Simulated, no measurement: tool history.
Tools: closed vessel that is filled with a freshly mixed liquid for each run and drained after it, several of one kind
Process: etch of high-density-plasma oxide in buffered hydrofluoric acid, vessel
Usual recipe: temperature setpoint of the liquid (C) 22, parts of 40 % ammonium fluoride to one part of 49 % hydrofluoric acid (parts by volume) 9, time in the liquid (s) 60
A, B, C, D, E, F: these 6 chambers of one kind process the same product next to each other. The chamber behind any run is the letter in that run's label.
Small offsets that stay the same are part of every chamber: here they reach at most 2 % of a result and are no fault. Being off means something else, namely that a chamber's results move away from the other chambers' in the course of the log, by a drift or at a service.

run   hour  temperature setpoint of the liquid (C)  parts of 40 % ammonium fluoride to one part of 49 % hydrofluoric acid (parts by volume)  time in the liquid (s)  read-back film thickness of the high-density-plasma oxide reference wafer, read on the same gauge (nm)  thickness taken off the high-density-plasma oxide on a monitor wafer (angstrom)
 1B    7.1                                      22                                                                                        9                      60                                                                                                  70.028                                                                           713.49
 2A   14.9                                      22                                                                                        9                      60                                                                                                   70.01                                                                           711.34
 3D     28                                      22                                                                                        9                      60                                                                                                      70                                                                           716.61
      30.9  -- chamber B: hydrofluoric acid flow meter replaced
 4C   35.9                                      22                                                                                        9                      60                                                                                                  70.028                                                                           719.42
 5F   43.9                                      22                                                                                        9                      60                                                                                                  69.994                                                                           720.24
 6E   56.9                                      22                                                                                        9                      60                                                                                                  70.004                                                                           723.51
 7B   69.1                                      22                                                                                        9                      60                                                                                                  69.996                                                                           712.47
      76.8  -- chamber D: thermometer replaced
 8C   79.8                                      22                                                                                        9                      60                                                                                                  69.994                                                                           721.05
      86.3  -- chamber C: thermometer replaced
 9E   92.8                                      22                                                                                        9                      60                                                                                                  69.986                                                                              732
10D   99.5                                      22                                                                                        9                      60                                                                                                  69.995                                                                           716.75
11A  110.2                                      22                                                                                        9                      60                                                                                                  70.023                                                                           711.17
12F  122.9                                      22                                                                                        9                      60                                                                                                  70.024                                                                           719.92
     128.3  -- chamber D: hydrofluoric acid flow meter replaced
13C  129.3                                      22                                                                                        9                      60                                                                                                  70.015                                                                           722.49
14E  136.3                                      22                                                                                        9                      40                                                                                                  69.987                                                                           485.86
15F  149.7                                      22                                                                                        9                      40                                                                                                  70.001                                                                           478.43
16A    161                                      22                                                                                        9                      40                                                                                                  70.011                                                                            476.7
17D  174.8                                      22                                                                                        9                      40                                                                                                  69.995                                                                           475.74
18B    184                                      22                                                                                        9                      40                                                                                                  69.988                                                                           472.48
19A  194.7                                      22                                                                                        9                      40                                                                                                  69.995                                                                           478.31
20B  202.1                                      22                                                                                        9                      60                                                                                                  69.998                                                                           714.92
21C  210.9                                      22                                                                                        9                      60                                                                                                  70.002                                                                            724.6
22D  220.3                                      22                                                                                        9                      60                                                                                                  70.026                                                                           713.06
23E  229.7                                      22                                                                                        9                      60                                                                                                  70.007                                                                           731.08
24F  241.9                                      22                                                                                        9                      60                                                                                                  70.002                                                                            718.6
25A    252                                      22                                                                                        9                      60                                                                                                  69.991                                                                           724.98
26E    262                                      22                                                                                        9                      60                                                                                                  69.995                                                                           723.96
27B    273                                      22                                                                                        9                      60                                                                                                  69.997                                                                           714.14
28F  286.9                                      18                                                                                        9                      60                                                                                                  69.986                                                                           574.92
29C  294.8                                      18                                                                                        9                      60                                                                                                  69.991                                                                           579.35
30D    303                                      18                                                                                        9                      60                                                                                                  69.999                                                                           573.99
     309.7  -- chamber F: thermometer replaced
31D  312.1                                      18                                                                                        9                      60                                                                                                  70.002                                                                           573.67
32A  325.9                                      18                                                                                        9                      60                                                                                                  69.989                                                                              589
33E  335.8                                      18                                                                                        9                      60                                                                                                  69.983                                                                           581.16
34B  348.4                                      22                                                                                        9                      60                                                                                                  69.998                                                                           711.11
35C  361.9                                      22                                                                                        9                      60                                                                                                  69.995                                                                           728.74
36F  368.6                                      22                                                                                        9                      60                                                                                                  69.984                                                                           716.92

What goes on in this fleet: one chamber off, a drifting gauge, or nothing beyond the chambers' own small offsets? Name the chamber and the cause, if any.

Chamber A drifts away from the others.
Most likely cause: liquid hotter than its thermometer reads (K) = 0.793.
With only this log, it may be confused with: hydrofluoric acid flow above the setpoint (%).

Chamber A could run next with any of the 4 candidate recipes listed below; each alters the usual settings, and their results appear as question marks. Which one brings its results back in line with what the other chambers deliver on the usual settings?
A result is in line if it is within this distance of the other chambers' mean on the usual settings: thickness taken off the high-density-plasma oxide on a monitor wafer (angstrom) 8
37A-1  378.9                                    21.5                                                                                        9                      60                                                                                                                                                                                        ?
37A-2  378.9                                      21                                                                                        9                      60                                                                                                                                                                                        ?
37A-3  378.9                                    22.5                                                                                        9                      60                                                                                                                                                                                        ?
37A-4  378.9                                      23                                                                                        9                      60                                                                                                                                                                                        ?

Usual-settings mean across the other chambers: thickness taken off the high-density-plasma oxide on a monitor wafer (angstrom) 719.62
  run  thickness taken off the high-density-plasma oxide on a monitor wafer (angstrom)
37A-1                                                                           721.55
37A-2                                                                           701.91
37A-3                                                                           762.72
37A-4                                                                           783.85
With 37A-1, the chamber falls back in line with the rest.
